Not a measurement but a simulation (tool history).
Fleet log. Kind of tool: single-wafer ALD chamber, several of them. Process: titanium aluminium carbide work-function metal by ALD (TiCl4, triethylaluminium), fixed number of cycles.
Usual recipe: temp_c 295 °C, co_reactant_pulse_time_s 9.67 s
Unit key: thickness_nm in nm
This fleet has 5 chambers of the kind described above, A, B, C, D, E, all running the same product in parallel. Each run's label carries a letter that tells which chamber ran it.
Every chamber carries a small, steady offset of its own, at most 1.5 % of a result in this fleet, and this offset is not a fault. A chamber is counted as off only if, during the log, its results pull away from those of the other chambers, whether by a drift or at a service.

run	hour	temp_c	co_reactant_pulse_time_s	hours since the last thermocouple change	hours since the last triethylaluminium bottle change	read-back reference wafer on the same gauge, thickness_nm	thickness_nm
1B	16	295	9.67	429.2	249.3	1.7125	1.9476
2E	31.6	295	9.67	1677.7	1162.8	1.712	1.9479
3D	46.1	295	9.67	650.6	450.9	1.7106	1.9545
4C	60.7	295	9.67	1997	330.6	1.7086	1.9873
5A	69.3	295	9.67	464.2	629.2	1.711	1.9359
6B	84.2	295	9.67	497.4	317.5	1.7101	1.9574
7D	91.9	295	9.67	696.4	496.7	1.7094	1.9551
8A	101.1	295	9.67	496	661	1.7078	1.9583
9E	111.3	295	9.67	1757.4	1242.5	1.7103	1.9503
10C	127.6	281	9.67	2063.9	397.5	1.7087	1.8328
11C	137.3	281	9.67	2073.6	407.2	1.7105	1.8468
# hour 143.9: chamber C: thermocouple changed; heater temperature recalibrated
12E	146.7	281	9.67	1792.8	1277.9	1.7083	1.8397
13D	161.6	281	9.67	766.1	566.4	1.7097	1.8332
14A	169.3	281	9.67	564.2	729.2	1.7096	1.8287
15B	177.2	295	9.67	590.4	410.5	1.7099	1.9487
16D	189.1	295	9.67	793.6	593.9	1.7119	1.9538
17C	202.1	295	9.67	58.2	472	1.7101	1.9784
18B	216.4	295	9.67	629.6	449.7	1.7099	1.9577
19A	230.7	295	13.13	625.6	790.6	1.7102	1.9951
# hour 232: chamber A: triethylaluminium bottle replaced
# hour 233: chamber E: triethylaluminium bottle replaced
20E	246.6	295	13.13	1892.7	13.7	1.7115	1.9986
21D	261.4	295	13.13	865.9	666.2	1.7113	2.0208
22B	271.1	295	13.13	684.3	504.4	1.7097	2.003
23C	280	295	13.13	136.1	549.9	1.7107	2.0265
24E	296	295	9.67	1942.1	63.1	1.7114	1.9541
25A	311.7	295	9.67	706.6	79.7	1.7098	1.9584
26E	322.6	295	9.67	1968.7	89.7	1.7094	1.9369
27D	331.2	295	9.67	935.7	736	1.7094	1.9483
28A	345.9	295	9.67	740.8	113.9	1.7106	1.9481
29B	361.7	295	9.67	774.9	595	1.7112	1.9597
30C	373.5	295	9.67	229.6	643.4	1.7102	1.9778
31C	387.5	295	9.67	243.6	657.4	1.7104	1.9891
32E	400.5	295	9.67	2046.6	167.6	1.7088	1.9619
33A	416.1	295	9.67	811	184.1	1.7104	1.9648

Which is it: a chamber that has drifted or been left off by a service, a gauge drift common to all chambers, or only each chamber's usual small offset? If a chamber is off, name it and its likeliest cause.

All chambers stay in line apart from their small fixed offsets, and the gauge does not drift.

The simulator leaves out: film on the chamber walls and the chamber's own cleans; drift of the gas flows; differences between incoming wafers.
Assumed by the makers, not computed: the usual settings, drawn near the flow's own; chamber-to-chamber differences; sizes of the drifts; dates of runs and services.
